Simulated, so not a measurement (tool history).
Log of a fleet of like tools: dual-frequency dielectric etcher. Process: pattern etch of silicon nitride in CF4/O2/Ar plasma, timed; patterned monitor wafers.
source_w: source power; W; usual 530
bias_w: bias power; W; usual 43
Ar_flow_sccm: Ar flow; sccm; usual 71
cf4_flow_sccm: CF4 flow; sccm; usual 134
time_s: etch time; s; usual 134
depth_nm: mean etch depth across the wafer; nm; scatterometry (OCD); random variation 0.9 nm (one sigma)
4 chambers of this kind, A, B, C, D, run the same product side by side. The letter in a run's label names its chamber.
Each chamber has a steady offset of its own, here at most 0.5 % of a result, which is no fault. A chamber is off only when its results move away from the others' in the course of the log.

run,hour,source_w,bias_w,Ar_flow_sccm,cf4_flow_sccm,time_s,"read-back reference wafer on the same gauge, depth_nm",depth_nm
1B,10.3,530,43,71,134,134,323.94,271.85
# hour 18.6: chamber A: bias power generator calibrated
# hour 18.6: chamber C: wet clean of the chamber
# hour 20.0: chamber B: Ar flow controller replaced
2A,21.6,530,43,71,134,134,323.88,274.88
3C,35.9,530,43,71,134,134,324.19,270.70
4D,46.7,530,43,71,134,134,324.00,273.74
5B,56.7,530,43,71,134,134,323.90,271.38
# hour 63.5: chamber D: bias power generator calibrated
6A,65.3,530,43,71,134,134,324.19,271.42
7D,74.9,530,36,71,134,163,324.20,312.36
8C,83.9,530,36,71,134,163,323.98,312.31
# hour 87.2: chamber B: wet clean of the chamber
9C,95.6,530,36,71,134,163,324.03,313.86
10D,102.8,530,36,71,134,163,323.87,309.73
11B,111.4,530,43,71,134,134,324.18,272.78
12A,119.7,650,43,66,134,134,323.98,331.17
# hour 124.3: chamber C: source power generator calibrated
13C,133.9,650,43,66,134,134,323.71,320.84
14B,142.2,650,43,66,134,134,323.94,328.44
15D,154.2,650,43,66,134,134,323.71,328.28
16A,161.8,530,43,71,134,134,323.94,274.92
17D,170.5,530,43,71,157,134,323.73,275.95
18B,180.9,530,43,71,157,134,324.12,275.73
19A,187.4,530,43,71,157,134,323.90,278.17
20C,198.6,530,43,71,157,134,323.86,270.13
21D,212.9,530,43,71,134,134,324.04,270.04
22A,221.2,530,43,71,134,134,324.09,273.77
23C,233.4,530,43,71,134,134,323.78,265.76
24B,239.9,530,43,71,134,134,323.92,272.33

Next, every chamber runs the same settings. What will each give?
25A,250.2,530,33,71,134,134,,?
25B,250.2,530,33,71,134,134,,?
25C,250.2,530,33,71,134,134,,?
25D,250.2,530,33,71,134,134,,?

run,depth_nm
25A,252.11
25B,247.46
25C,243.77
25D,250.46

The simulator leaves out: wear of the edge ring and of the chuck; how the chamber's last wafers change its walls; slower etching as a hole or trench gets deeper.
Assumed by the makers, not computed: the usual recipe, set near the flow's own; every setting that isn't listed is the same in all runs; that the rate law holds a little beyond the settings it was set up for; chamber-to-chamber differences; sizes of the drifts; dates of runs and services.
